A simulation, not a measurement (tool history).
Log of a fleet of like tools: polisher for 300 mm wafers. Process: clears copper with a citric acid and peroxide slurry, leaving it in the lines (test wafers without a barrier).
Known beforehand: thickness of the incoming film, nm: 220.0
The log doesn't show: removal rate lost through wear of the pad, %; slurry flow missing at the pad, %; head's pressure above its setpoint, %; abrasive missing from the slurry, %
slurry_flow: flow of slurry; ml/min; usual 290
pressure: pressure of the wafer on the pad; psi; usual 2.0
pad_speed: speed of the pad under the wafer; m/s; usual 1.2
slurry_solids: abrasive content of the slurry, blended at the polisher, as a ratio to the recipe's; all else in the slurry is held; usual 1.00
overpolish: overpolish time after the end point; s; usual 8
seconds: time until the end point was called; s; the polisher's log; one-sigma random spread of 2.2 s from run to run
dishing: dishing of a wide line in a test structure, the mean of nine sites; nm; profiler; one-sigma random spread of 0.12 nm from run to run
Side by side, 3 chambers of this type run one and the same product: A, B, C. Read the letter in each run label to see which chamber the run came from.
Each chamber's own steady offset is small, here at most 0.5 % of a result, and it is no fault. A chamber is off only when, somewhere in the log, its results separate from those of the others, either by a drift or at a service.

run,hour,slurry_flow,pressure,pad_speed,slurry_solids,overpolish,wafers polished on this pad,hours since the slurry nozzle was cleaned,hours since the head pressure was calibrated,hours since the slurry blender was calibrated,seconds,dishing
1B,3.4,290,2.0,1.2,1.00,8,487,191.4,169.7,64.3,151.72,9.1020
2A,6.2,290,2.0,1.2,1.00,8,851,270.9,655.1,144.0,151.82,9.0672
3C,9.6,290,2.0,1.2,1.00,8,461,165.6,206.2,104.7,145.42,9.2112
# hour 10.3: chamber A: slurry blender recalibrated
4B,14.6,290,2.0,1.2,1.00,8,555,202.6,180.9,75.5,148.82,9.1197
5C,19.9,290,2.0,1.2,1.00,8,524,175.9,216.5,115.0,142.08,9.0682
6A,22.5,290,2.0,1.2,1.00,8,950,287.2,671.4,12.2,150.13,9.0129
7A,25.2,290,2.0,1.2,1.00,8,967,289.9,674.1,14.9,148.65,9.1021
# hour 28.4: chamber C: worn pad replaced by a new one
8C,30.6,290,2.0,1.2,1.00,8,13,186.6,227.2,125.7,147.14,9.2716
9B,36.2,290,2.0,1.2,1.00,8,687,224.2,202.5,97.1,147.10,9.1238
10B,41.0,290,2.0,1.2,1.00,8,717,229.0,207.3,101.9,148.30,9.3227
11A,46.8,290,2.0,1.2,1.00,8,1098,311.5,695.7,36.5,146.43,8.8100
12C,50.5,290,2.0,1.2,1.00,8,135,206.5,247.1,145.6,148.61,9.1147
13C,54.8,290,2.0,1.2,1.00,8,161,210.8,251.4,149.9,147.98,9.0877
14B,57.8,290,2.0,1.2,1.00,8,819,245.8,224.1,118.7,149.32,9.0554
15A,62.1,340,2.0,1.2,0.85,8,1192,326.8,711.0,51.8,149.44,8.6737
16B,65.8,340,2.0,1.2,0.85,8,868,253.8,232.1,126.7,154.67,8.8305
# hour 65.9: chamber B: worn pad replaced by a new one
# hour 66.4: chamber A: worn pad replaced by a new one
17C,68.5,340,2.0,1.2,0.85,8,245,224.5,265.1,163.6,152.15,9.0093
# hour 69.7: chamber A: slurry nozzle cleaned
18A,73.9,290,2.0,1.2,1.00,8,46,4.3,722.8,63.6,151.73,9.0684
19B,79.7,290,2.0,1.2,1.00,8,84,267.7,246.0,140.6,149.37,8.9173
20C,82.8,290,2.0,1.2,1.00,8,332,238.8,279.4,177.9,145.28,9.0442
21A,86.6,290,2.0,1.2,1.00,8,123,17.0,735.5,76.3,148.22,9.0625
22C,90.2,290,2.0,1.2,1.00,8,377,246.2,286.8,185.3,143.63,9.0652
23B,94.7,290,2.0,1.2,1.00,8,175,282.7,261.0,155.6,152.53,9.1144
24A,99.9,290,2.0,1.2,1.00,8,205,30.3,748.8,89.6,146.05,8.9228
25C,105.3,290,2.0,1.2,1.00,8,469,261.3,301.9,200.4,146.09,9.2720
# hour 108.6: chamber C: worn pad replaced by a new one
26B,109.5,325,2.6,1.2,1.00,8,266,297.5,275.8,170.4,114.84,11.7400
27A,114.5,325,2.6,1.2,1.00,8,294,44.9,763.4,104.2,112.14,11.7150
28C,119.8,325,2.6,1.2,1.00,8,68,275.8,316.4,214.9,113.48,11.6490
29A,122.6,290,2.0,1.2,1.00,8,343,53.0,771.5,112.3,148.37,8.9524
30B,126.2,290,2.0,1.2,1.00,8,368,314.2,292.5,187.1,148.73,9.2048
31C,128.7,290,2.0,1.2,1.00,8,123,284.7,325.3,223.8,148.38,9.1699
32B,133.0,290,2.0,1.2,1.00,8,409,321.0,299.3,193.9,150.47,8.8381
33A,136.0,290,2.0,1.2,1.00,8,425,66.4,784.9,125.7,149.59,9.2032

All 3 chambers run these settings next. Forecast each chamber's results:
34A,140.1,290,2.0,1.2,1.25,8,,,,,?,?
34B,140.1,290,2.0,1.2,1.25,8,,,,,?,?
34C,140.1,290,2.0,1.2,1.25,8,,,,,?,?

run,seconds,dishing
34A,142.46,9.5423
34B,140.51,9.5431
34C,136.90,9.6571
